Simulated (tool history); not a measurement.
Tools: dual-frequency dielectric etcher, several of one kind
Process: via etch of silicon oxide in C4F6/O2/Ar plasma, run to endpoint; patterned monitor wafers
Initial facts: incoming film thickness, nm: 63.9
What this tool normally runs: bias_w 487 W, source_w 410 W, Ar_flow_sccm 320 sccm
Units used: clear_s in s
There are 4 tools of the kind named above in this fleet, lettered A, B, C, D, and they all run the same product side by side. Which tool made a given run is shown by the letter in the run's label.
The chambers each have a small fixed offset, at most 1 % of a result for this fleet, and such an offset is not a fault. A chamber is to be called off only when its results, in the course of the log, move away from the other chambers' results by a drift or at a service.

run,hour,bias_w,source_w,Ar_flow_sccm,clear_s
1C,5.7,487,410,320,14.335
2A,12.9,487,410,320,14.27
3D,21.8,487,410,320,14.114
4B,31.9,487,410,320,14.175
# hour 39.4: chamber D: source power generator calibrated
5A,40.9,487,410,320,14.218
6C,46.8,487,410,320,14.332
7B,56.8,487,320,320,15.567
8D,65.6,487,320,320,15.465
9D,75.1,487,320,320,15.533
10B,80,487,320,320,15.548
11A,87,487,410,320,14.204
12C,95.4,487,410,320,14.238
13C,100.8,487,410,320,14.278
14D,105.3,487,410,320,14.15
15B,111.5,487,410,320,14.104
16A,117.1,487,410,372,14.332
17D,122.2,487,410,372,14.373
18C,130.1,487,410,372,14.473
19B,139.5,487,410,372,14.511
20A,146.8,487,410,320,14.257
21B,153.1,487,410,320,14.186
22C,158.6,487,410,320,14.273
23D,166.8,487,410,320,14.329
24A,172.8,487,410,320,14.294
25C,181.3,527,500,320,12.994
26D,186.6,527,500,320,12.992
27A,195.5,527,500,320,12.845
28B,204.3,527,500,320,12.8
29D,212.3,487,410,320,14.542
30B,221.2,418,410,397,15.456
31A,226.4,418,410,397,15.367
32C,236,418,410,397,15.471
33A,243.1,418,410,397,15.421
34C,247.8,487,480,320,13.411
35B,255.1,487,480,320,13.361

Each of the 4 chambers runs these same settings next. Fill in every chamber's results:
36A,262.5,487,410,320,?
36B,262.5,487,410,320,?
36C,262.5,487,410,320,?
36D,262.5,487,410,320,?

run,clear_s
36A,14.231
36B,14.223
36C,14.411
36D,14.581

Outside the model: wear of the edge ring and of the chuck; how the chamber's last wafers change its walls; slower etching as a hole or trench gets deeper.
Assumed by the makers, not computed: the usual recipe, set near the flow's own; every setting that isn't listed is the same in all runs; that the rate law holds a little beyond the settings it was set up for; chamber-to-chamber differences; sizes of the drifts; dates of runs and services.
